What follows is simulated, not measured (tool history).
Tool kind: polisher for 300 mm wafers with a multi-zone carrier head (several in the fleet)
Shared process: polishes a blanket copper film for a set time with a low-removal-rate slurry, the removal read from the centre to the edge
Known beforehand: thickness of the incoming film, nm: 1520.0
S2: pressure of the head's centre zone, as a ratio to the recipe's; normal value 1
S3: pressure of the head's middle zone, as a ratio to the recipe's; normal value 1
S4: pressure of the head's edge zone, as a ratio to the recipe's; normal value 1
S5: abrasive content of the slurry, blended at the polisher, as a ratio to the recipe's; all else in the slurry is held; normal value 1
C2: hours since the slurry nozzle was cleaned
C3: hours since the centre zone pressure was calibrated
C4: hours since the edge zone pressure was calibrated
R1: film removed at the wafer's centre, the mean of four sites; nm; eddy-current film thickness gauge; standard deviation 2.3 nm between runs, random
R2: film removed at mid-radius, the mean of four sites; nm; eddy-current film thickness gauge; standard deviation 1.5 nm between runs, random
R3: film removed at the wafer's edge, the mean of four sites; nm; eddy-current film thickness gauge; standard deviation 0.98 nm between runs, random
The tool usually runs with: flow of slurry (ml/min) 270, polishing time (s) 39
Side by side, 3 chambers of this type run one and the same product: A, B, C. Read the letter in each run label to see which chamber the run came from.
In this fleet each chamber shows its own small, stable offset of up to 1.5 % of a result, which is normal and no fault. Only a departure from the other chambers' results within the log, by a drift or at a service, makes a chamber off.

Run 1B, hour 8.4: usual settings; wafers polished on this pad 114; C2 113.9; C3 592.8; C4 403.7. Result: R1 153.62 nm, R2 149.24 nm, R3 155.24 nm.
Run 2A, hour 15.2: usual settings; wafers polished on this pad 905; C2 29.7; C3 289; C4 716.7. Result: R1 148.85 nm, R2 153.6 nm, R3 150.98 nm.
Run 3C, hour 25.8: usual settings; wafers polished on this pad 272; C2 72; C3 410.4; C4 668.3. Result: R1 156.19 nm, R2 154.55 nm, R3 153.66 nm.
Run 4A, hour 36.1: usual settings; wafers polished on this pad 1051; C2 50.6; C3 309.9; C4 737.6. Result: R1 152.11 nm, R2 153.67 nm, R3 150.13 nm.
Run 5C, hour 43.8: usual settings; wafers polished on this pad 398; C2 90; C3 428.4; C4 686.3. Result: R1 154.32 nm, R2 155.07 nm, R3 152.11 nm.
Run 6B, hour 49.3: usual settings; wafers polished on this pad 400; C2 154.8; C3 633.7; C4 444.6. Result: R1 150.63 nm, R2 150.96 nm, R3 154.49 nm.
Run 7A, hour 56.6: usual settings; wafers polished on this pad 1195; C2 71.1; C3 330.4; C4 758.1. Result: R1 151.12 nm, R2 153.64 nm, R3 150.7 nm.
At hour 62.6: chamber B: edge zone pressure recalibrated.
Run 8B, hour 63: usual settings; wafers polished on this pad 496; C2 168.5; C3 647.4; C4 0.4. Result: R1 152.52 nm, R2 151.24 nm, R3 153.3 nm.
At hour 64: chamber A: worn pad replaced by a new one.
Run 9C, hour 72.6: usual settings; wafers polished on this pad 600; C2 118.8; C3 457.2; C4 715.1. Result: R1 154.27 nm, R2 152.37 nm, R3 155.53 nm.
Run 10C, hour 80.7: usual settings; wafers polished on this pad 657; C2 126.9; C3 465.3; C4 723.2. Result: R1 154.92 nm, R2 155.41 nm, R3 153.47 nm.
Run 11A, hour 86.4: usual settings; wafers polished on this pad 157; C2 100.9; C3 360.2; C4 787.9. Result: R1 148.37 nm, R2 151.34 nm, R3 151.09 nm.
Run 12B, hour 92.5: usual settings but flow of slurry (ml/min) 305; wafers polished on this pad 703; C2 198; C3 676.9; C4 29.9. Result: R1 152.03 nm, R2 154.44 nm, R3 157.9 nm.
Run 13C, hour 103.5: usual settings but flow of slurry (ml/min) 305; wafers polished on this pad 816; C2 149.7; C3 488.1; C4 746. Result: R1 158.58 nm, R2 156.05 nm, R3 155.62 nm.
At hour 114.4: chamber B: worn pad replaced by a new one.
Run 14A, hour 114.6: usual settings but flow of slurry (ml/min) 305; wafers polished on this pad 354; C2 129.1; C3 388.4; C4 816.1. Result: R1 151.55 nm, R2 155.52 nm, R3 152.45 nm.
Run 15B, hour 122.9: usual settings; wafers polished on this pad 60; C2 228.4; C3 707.3; C4 60.3. Result: R1 156.08 nm, R2 151.84 nm, R3 153.64 nm.
Run 16C, hour 134.3: usual settings; wafers polished on this pad 1032; C2 180.5; C3 518.9; C4 776.8. Result: R1 152.53 nm, R2 155.87 nm, R3 155.39 nm.
Run 17B, hour 140.5: usual settings; wafers polished on this pad 183; C2 246; C3 724.9; C4 77.9. Result: R1 154.54 nm, R2 152.87 nm, R3 152.33 nm.
Run 18A, hour 145.8: usual settings; wafers polished on this pad 573; C2 160.3; C3 419.6; C4 847.3. Result: R1 146.22 nm, R2 152.27 nm, R3 152.55 nm.
Run 19C, hour 157.4: usual settings; wafers polished on this pad 1194; C2 203.6; C3 542; C4 799.9. Result: R1 153.42 nm, R2 156.59 nm, R3 153.69 nm.
At hour 160.5: chamber C: centre zone pressure recalibrated.
Run 20B, hour 167.1: usual settings but S5 1.15; wafers polished on this pad 369; C2 272.6; C3 751.5; C4 104.5. Result: R1 158.93 nm, R2 157.58 nm, R3 159.26 nm.
Run 21A, hour 175.4: usual settings but S5 1.15; wafers polished on this pad 780; C2 189.9; C3 449.2; C4 876.9. Result: R1 151.82 nm, R2 157.21 nm, R3 157.52 nm.
Run 22C, hour 182.6: usual settings but S5 1.15; wafers polished on this pad 1370; C2 228.8; C3 22.1; C4 825.1. Result: R1 156.1 nm, R2 159.7 nm, R3 159.4 nm.
Run 23B, hour 189.1: usual settings; wafers polished on this pad 523; C2 294.6; C3 773.5; C4 126.5. Result: R1 150.87 nm, R2 153.35 nm, R3 152.9 nm.
At hour 193.1: chamber C: worn pad replaced by a new one.
Run 24A, hour 198.8: usual settings but S3 0.94, S4 1.1; wafers polished on this pad 944; C2 213.3; C3 472.6; C4 900.3. Result: R1 143.05 nm, R2 146.59 nm, R3 160.62 nm.
Run 25C, hour 204.7: usual settings but S3 0.94, S4 1.1; wafers polished on this pad 81; C2 250.9; C3 44.2; C4 847.2. Result: R1 154.29 nm, R2 147.51 nm, R3 160.89 nm.
Run 26B, hour 210.3: usual settings but S3 0.94, S4 1.1; wafers polished on this pad 672; C2 315.8; C3 794.7; C4 147.7. Result: R1 150.93 nm, R2 144.85 nm, R3 161.64 nm.
At hour 218.4: chamber B: worn pad replaced by a new one.
Run 27A, hour 220.2: usual settings; wafers polished on this pad 1094; C2 234.7; C3 494; C4 921.7. Result: R1 142.09 nm, R2 152.07 nm, R3 149.83 nm.
At hour 221.1: chamber A: slurry nozzle cleaned.
Run 28A, hour 225.6: usual settings; wafers polished on this pad 1132; C2 4.6; C3 499.4; C4 927.1. Result: R1 142.43 nm, R2 155.37 nm, R3 150.03 nm.
Run 29C, hour 232.6: usual settings but S2 0.95, S3 0.92; wafers polished on this pad 276; C2 278.8; C3 72.1; C4 875.1. Result: R1 148.69 nm, R2 143.41 nm, R3 156.12 nm.
Run 30B, hour 243.5: usual settings but S2 0.95, S3 0.92; wafers polished on this pad 176; C2 349; C3 827.9; C4 180.9. Result: R1 148.67 nm, R2 141.89 nm, R3 153.21 nm.
At hour 243.7: chamber A: worn pad replaced by a new one.
Run 31A, hour 249: usual settings but S2 0.95, S3 0.92; wafers polished on this pad 37; C2 28; C3 522.8; C4 950.5. Result: R1 136.12 nm, R2 141.63 nm, R3 153.01 nm.
Run 32B, hour 256: usual settings; wafers polished on this pad 263; C2 361.5; C3 840.4; C4 193.4. Result: R1 153.52 nm, R2 151.37 nm, R3 152.32 nm.
Run 33C, hour 265.7: usual settings but flow of slurry (ml/min) 190, S2 0.95; wafers polished on this pad 508; C2 311.9; C3 105.2; C4 908.2. Result: R1 141.07 nm, R2 148.28 nm, R3 149.4 nm.
Run 34C, hour 276.9: usual settings but flow of slurry (ml/min) 190, S2 0.95; wafers polished on this pad 587; C2 323.1; C3 116.4; C4 919.4. Result: R1 137.5 nm, R2 150.06 nm, R3 150.12 nm.
Run 35A, hour 285.5: usual settings but flow of slurry (ml/min) 190, S2 0.95; wafers polished on this pad 293; C2 64.5; C3 559.3; C4 987. Result: R1 127.71 nm, R2 147.42 nm, R3 145.54 nm.
Run 36B, hour 291.2: usual settings; wafers polished on this pad 510; C2 396.7; C3 875.6; C4 228.6. Result: R1 153.85 nm, R2 151.52 nm, R3 155.51 nm.
Run 37A, hour 301.5: usual settings; wafers polished on this pad 405; C2 80.5; C3 575.3; C4 1003. Result: R1 141.61 nm, R2 155.8 nm, R3 150.55 nm.
Run 38C, hour 309.5: usual settings but flow of slurry (ml/min) 315, S5 1.2; wafers polished on this pad 815; C2 355.7; C3 149; C4 952. Result: R1 165.72 nm, R2 162.53 nm, R3 161.53 nm.
Run 39B, hour 319: usual settings but flow of slurry (ml/min) 315, S5 1.2; wafers polished on this pad 705; C2 424.5; C3 903.4; C4 256.4. Result: R1 163.48 nm, R2 162.81 nm, R3 160.79 nm.
Run 40B, hour 329.3: usual settings but flow of slurry (ml/min) 315, S5 1.2; wafers polished on this pad 777; C2 434.8; C3 913.7; C4 266.7. Result: R1 157.37 nm, R2 161.5 nm, R3 162.9 nm.
Run 41C, hour 340.4: usual settings; wafers polished on this pad 1031; C2 386.6; C3 179.9; C4 982.9. Result: R1 155.67 nm, R2 154.68 nm, R3 154.32 nm.
Run 42A, hour 346.8: usual settings; wafers polished on this pad 722; C2 125.8; C3 620.6; C4 1048.3. Result: R1 139.72 nm, R2 151.96 nm, R3 149 nm.
Run 43A, hour 356.5: usual settings; wafers polished on this pad 790; C2 135.5; C3 630.3; C4 1058. Result: R1 137.35 nm, R2 150.82 nm, R3 152.11 nm.

What goes on in this fleet: one chamber off, a drifting gauge, or nothing beyond the chambers' own small offsets? Name the chamber and the cause, if any.

Little by little, chamber A moves away from the other chambers.
What lies behind it: centre zone's pressure below its setpoint, % = 7.99.

Below are 4 candidate recipes for chamber A's next run, each the usual settings with a change, their results shown as question marks. Which of them brings A's results back in line with what the other chambers give on the usual settings?
In-line tolerance around the mean of the other chambers on the usual settings: R1 8 nm; R2 5.2 nm; R3 3.4 nm
Run 44A-1, hour 364.8: usual settings but flow of slurry (ml/min) 275, S2 1.07, S3 0.98, S4 0.98, polishing time (s) 40. Result: R1 ?, R2 ?, R3 ?.
Run 44A-2, hour 364.8: usual settings but flow of slurry (ml/min) 265, S2 0.93, S3 1.02, S4 1.02, polishing time (s) 38. Result: R1 ?, R2 ?, R3 ?.
Run 44A-3, hour 364.8: usual settings but flow of slurry (ml/min) 280, S2 1.13, S3 0.95, S4 0.97, polishing time (s) 41. Result: R1 ?, R2 ?, R3 ?.
Run 44A-4, hour 364.8: usual settings but flow of slurry (ml/min) 260, S2 0.87, S3 1.05, S4 1.03, polishing time (s) 37. Result: R1 ?, R2 ?, R3 ?.

Other chambers, usual settings, mean: R1 153.29 nm; R2 153.35 nm; R3 153.88 nm
  run      R1      R2      R3
44A-1  150.29  153.16  152.78
44A-2  121.99  150.45  147.73
44A-3  163.74  152.82  156.04
44A-4  110.12  150.18  144.31
With 44A-1, the chamber falls back in line with the rest.
